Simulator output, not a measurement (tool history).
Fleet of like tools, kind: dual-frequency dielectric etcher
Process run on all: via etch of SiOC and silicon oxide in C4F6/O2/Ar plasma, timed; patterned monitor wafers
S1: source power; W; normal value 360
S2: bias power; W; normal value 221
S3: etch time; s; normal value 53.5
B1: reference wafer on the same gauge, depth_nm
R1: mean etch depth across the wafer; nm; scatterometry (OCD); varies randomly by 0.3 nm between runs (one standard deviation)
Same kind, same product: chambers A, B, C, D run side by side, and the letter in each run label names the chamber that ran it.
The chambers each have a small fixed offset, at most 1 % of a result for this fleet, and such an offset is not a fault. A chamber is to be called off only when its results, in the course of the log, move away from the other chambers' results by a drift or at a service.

run   hour   S1   S2    S3      B1      R1
 1C    3.2  360  221  53.5  65.150  61.975
 2A    8.4  360  221  53.5  65.130  61.983
 3B   11.6  360  221  53.5  65.325  61.461
 4D   15.5  360  221  53.5  65.240  62.987
 5B   20.7  360  221  53.5  65.192  61.733
 6C   25.5  360  221  53.5  65.162  61.504
 7A   28.8  360  221  53.5  65.149  62.054
 8D   32.6  360  221  53.5  65.264  62.550
 9A   38.0  360  221  53.5  65.254  62.044
10C   42.8  360  192  53.5  65.172  59.080
11D   46.5  360  192  53.5  65.173  59.437
12B   49.1  360  192  53.5  65.286  58.484
13A   54.4  360  192  53.5  65.260  59.089
14D   58.2  360  221  53.5  65.171  62.382
15C   61.5  360  221  53.5  65.274  61.545
      62.8  -- chamber D: wet clean of the chamber
16B   65.0  360  221  41.5  65.213  48.082
      66.5  -- chamber B: wet clean of the chamber
17B   70.4  360  221  41.5  65.164  48.026
18D   74.8  360  221  41.5  65.239  50.863
19A   78.5  360  221  41.5  65.150  48.141
20C   84.0  360  221  53.5  65.172  62.247
21B   88.7  290  188  53.5  65.127  53.896
22C   91.8  290  188  53.5  65.141  54.212
23D   94.4  290  188  53.5  65.165  57.112
24A   96.8  290  188  53.5  65.202  53.946
25D  102.2  360  221  53.5  65.181  65.690
26A  107.3  360  221  53.5  65.205  62.183
27B  109.8  360  221  53.5  65.238  61.444

All 4 chambers run these settings next. Forecast each chamber's results:
28A  113.8  360  221  53.5       ?
28B  113.8  360  221  53.5       ?
28C  113.8  360  221  53.5       ?
28D  113.8  360  221  53.5       ?

run      R1
28A  62.352
28B  61.591
28C  62.018
28D  65.614

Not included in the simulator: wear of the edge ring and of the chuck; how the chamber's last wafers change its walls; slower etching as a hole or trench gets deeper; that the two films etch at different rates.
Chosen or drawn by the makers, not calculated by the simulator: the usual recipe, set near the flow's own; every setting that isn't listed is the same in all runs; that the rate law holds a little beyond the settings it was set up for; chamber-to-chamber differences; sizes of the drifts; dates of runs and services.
